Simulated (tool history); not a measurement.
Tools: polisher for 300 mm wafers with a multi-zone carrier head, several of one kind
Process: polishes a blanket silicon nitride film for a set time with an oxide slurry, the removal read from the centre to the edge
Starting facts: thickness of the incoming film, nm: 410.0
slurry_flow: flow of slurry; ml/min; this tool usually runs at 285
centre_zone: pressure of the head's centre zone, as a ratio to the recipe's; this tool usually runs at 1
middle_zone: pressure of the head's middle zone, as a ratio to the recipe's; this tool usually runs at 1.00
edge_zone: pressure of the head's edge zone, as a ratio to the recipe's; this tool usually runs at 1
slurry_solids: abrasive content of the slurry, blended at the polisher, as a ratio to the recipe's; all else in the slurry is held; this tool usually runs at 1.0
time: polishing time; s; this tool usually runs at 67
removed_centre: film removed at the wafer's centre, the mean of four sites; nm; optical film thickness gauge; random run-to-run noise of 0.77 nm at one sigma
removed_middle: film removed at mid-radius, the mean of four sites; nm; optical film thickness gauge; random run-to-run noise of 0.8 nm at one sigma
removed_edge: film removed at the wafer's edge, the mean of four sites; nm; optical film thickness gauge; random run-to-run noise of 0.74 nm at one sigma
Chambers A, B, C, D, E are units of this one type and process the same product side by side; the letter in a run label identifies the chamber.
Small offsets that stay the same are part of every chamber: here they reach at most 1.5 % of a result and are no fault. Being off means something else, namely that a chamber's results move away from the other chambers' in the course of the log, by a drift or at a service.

| run | hour | slurry_flow | centre_zone | middle_zone | edge_zone | slurry_solids | time | removed_centre | removed_middle | removed_edge |
|---|---|---|---|---|---|---|---|---|---|---|
| 1C | 4.6 | 285 | 1 | 1.00 | 1 | 1.0 | 67 | 64.867 | 65.726 | 66.594 |
| 2B | 9.3 | 285 | 1 | 1.00 | 1 | 1.0 | 67 | 64.904 | 65.125 | 65.491 |
| 3E | 15.9 | 285 | 1 | 1.00 | 1 | 1.0 | 67 | 62.924 | 65.581 | 63.767 |
|  | 21.1 | chamber A: worn pad replaced by a new one |
| 4D | 23.9 | 285 | 1 | 1.00 | 1 | 1.0 | 67 | 64.506 | 64.341 | 65.332 |
| 5A | 29.2 | 285 | 1 | 1.00 | 1 | 1.0 | 67 | 65.058 | 65.454 | 64.538 |
|  | 33.7 | chamber B: worn pad replaced by a new one |
| 6A | 35.2 | 285 | 1 | 1.00 | 1 | 1.0 | 67 | 64.492 | 64.210 | 64.152 |
|  | 35.5 | chamber C: worn pad replaced by a new one |
| 7E | 44.3 | 285 | 1 | 1.00 | 1 | 1.0 | 67 | 63.427 | 63.985 | 65.158 |
|  | 47.2 | chamber E: worn pad replaced by a new one |
| 8B | 48.9 | 285 | 1 | 1.00 | 1 | 1.0 | 67 | 65.248 | 63.387 | 66.807 |
| 9C | 57.1 | 285 | 1 | 1.00 | 1 | 1.0 | 67 | 63.927 | 65.009 | 64.961 |
| 10D | 63.2 | 285 | 1 | 1.00 | 1 | 1.0 | 67 | 63.849 | 63.609 | 64.600 |
| 11E | 67.8 | 285 | 1 | 1.00 | 1 | 1.0 | 67 | 65.593 | 65.260 | 64.420 |
| 12D | 72.9 | 285 | 1 | 1.00 | 1 | 1.0 | 67 | 64.921 | 63.224 | 64.606 |
|  | 79.2 | chamber D: centre zone pressure recalibrated |
| 13B | 79.9 | 285 | 1 | 1.00 | 1 | 1.0 | 67 | 65.313 | 64.804 | 65.732 |
| 14A | 87.3 | 285 | 1 | 1.00 | 1 | 1.0 | 67 | 64.185 | 66.229 | 65.532 |
| 15C | 93.3 | 285 | 1 | 1.00 | 1 | 1.0 | 67 | 65.413 | 64.896 | 64.906 |
|  | 98.2 | chamber B: worn pad replaced by a new one |
| 16C | 102.2 | 285 | 1 | 1.00 | 1 | 1.0 | 67 | 64.641 | 64.327 | 66.135 |
|  | 104.4 | chamber D: worn pad replaced by a new one |
|  | 105.3 | chamber C: worn pad replaced by a new one |
| 17D | 108.3 | 285 | 1 | 1.00 | 1 | 1.0 | 67 | 70.840 | 64.495 | 65.531 |
| 18B | 115.1 | 285 | 1 | 1.00 | 1 | 1.0 | 67 | 65.350 | 65.661 | 65.613 |
|  | 119.8 | chamber A: worn pad replaced by a new one |
| 19A | 120.3 | 285 | 1 | 1.00 | 1 | 1.0 | 67 | 65.106 | 64.297 | 63.992 |
| 20E | 126.5 | 285 | 1 | 0.93 | 1 | 1.0 | 67 | 65.699 | 62.499 | 65.109 |
|  | 127.4 | chamber E: worn pad replaced by a new one |
| 21C | 133.3 | 285 | 1 | 0.93 | 1 | 1.0 | 67 | 64.637 | 59.640 | 64.819 |
| 22D | 137.9 | 285 | 1 | 0.93 | 1 | 1.0 | 67 | 69.234 | 60.469 | 64.794 |
|  | 142.9 | chamber A: edge zone pressure recalibrated |
| 23A | 146.2 | 285 | 1 | 0.93 | 1 | 1.0 | 67 | 64.790 | 59.795 | 65.260 |
|  | 149.2 | chamber B: worn pad replaced by a new one |
| 24E | 154.1 | 285 | 1 | 0.93 | 1 | 1.0 | 67 | 64.880 | 62.220 | 66.060 |
|  | 160.1 | chamber C: worn pad replaced by a new one |
| 25B | 160.3 | 285 | 1 | 1.00 | 1 | 1.0 | 67 | 64.072 | 64.464 | 64.413 |
| 26D | 168.1 | 285 | 1 | 1.00 | 1 | 1.0 | 56 | 57.466 | 52.619 | 54.614 |
| 27B | 172.5 | 285 | 1 | 1.00 | 1 | 1.0 | 56 | 54.823 | 54.331 | 54.557 |
| 28C | 178.0 | 285 | 1 | 1.00 | 1 | 1.0 | 56 | 52.285 | 55.363 | 54.342 |
| 29E | 183.9 | 285 | 1 | 1.00 | 1 | 1.0 | 56 | 53.366 | 54.705 | 52.974 |
| 30A | 189.1 | 285 | 1 | 1.00 | 1 | 1.0 | 56 | 52.723 | 53.649 | 53.403 |
| 31A | 193.2 | 285 | 1 | 1.00 | 1 | 1.1 | 67 | 68.115 | 67.413 | 68.719 |
| 32C | 200.2 | 285 | 1 | 1.00 | 1 | 1.1 | 67 | 68.199 | 67.939 | 68.379 |

Decide between three cases: one chamber stands off from its peers, the gauge reading all wafers drifts, or nothing is wrong past each chamber's small offset. Where a chamber is off, say which and what most likely put it there.

Chamber D came out of a service off from its peers and stayed that way.
Most likely cause: centre zone's pressure above its setpoint, % = 6.19.

Which of the 4 candidates below, each the usual settings with something changed and its results left as question marks, puts chamber D back in line with what the other chambers give on the usual settings?
Counts as in line when no further than this from what the other chambers average on the usual settings: removed_centre 2.700 nm; removed_middle 2.800 nm; removed_edge 2.600 nm
| 33D-1 | 206.7 | 295 | 1.13 | 0.96 | 0.96 | 1.0 | 67 | ? | ? | ? |
| 33D-2 | 206.7 | 280 | 0.94 | 1.02 | 1.02 | 1.0 | 67 | ? | ? | ? |
| 33D-3 | 206.7 | 290 | 1.06 | 0.98 | 0.98 | 1.0 | 67 | ? | ? | ? |
| 33D-4 | 206.7 | 275 | 0.87 | 1.04 | 1.04 | 1.0 | 67 | ? | ? | ? |

Other chambers, usual settings, mean: removed_centre 64.624 nm; removed_middle 65.008 nm; removed_edge 65.121 nm
| run | removed_centre | removed_middle | removed_edge |
|---|---|---|---|
| 33D-1 | 79.156 | 61.839 | 63.382 |
| 33D-2 | 64.494 | 65.132 | 65.102 |
| 33D-3 | 73.755 | 62.946 | 63.961 |
| 33D-4 | 59.135 | 66.217 | 65.664 |
Change 33D-2 lands the chamber within the allowed miss of the other chambers.
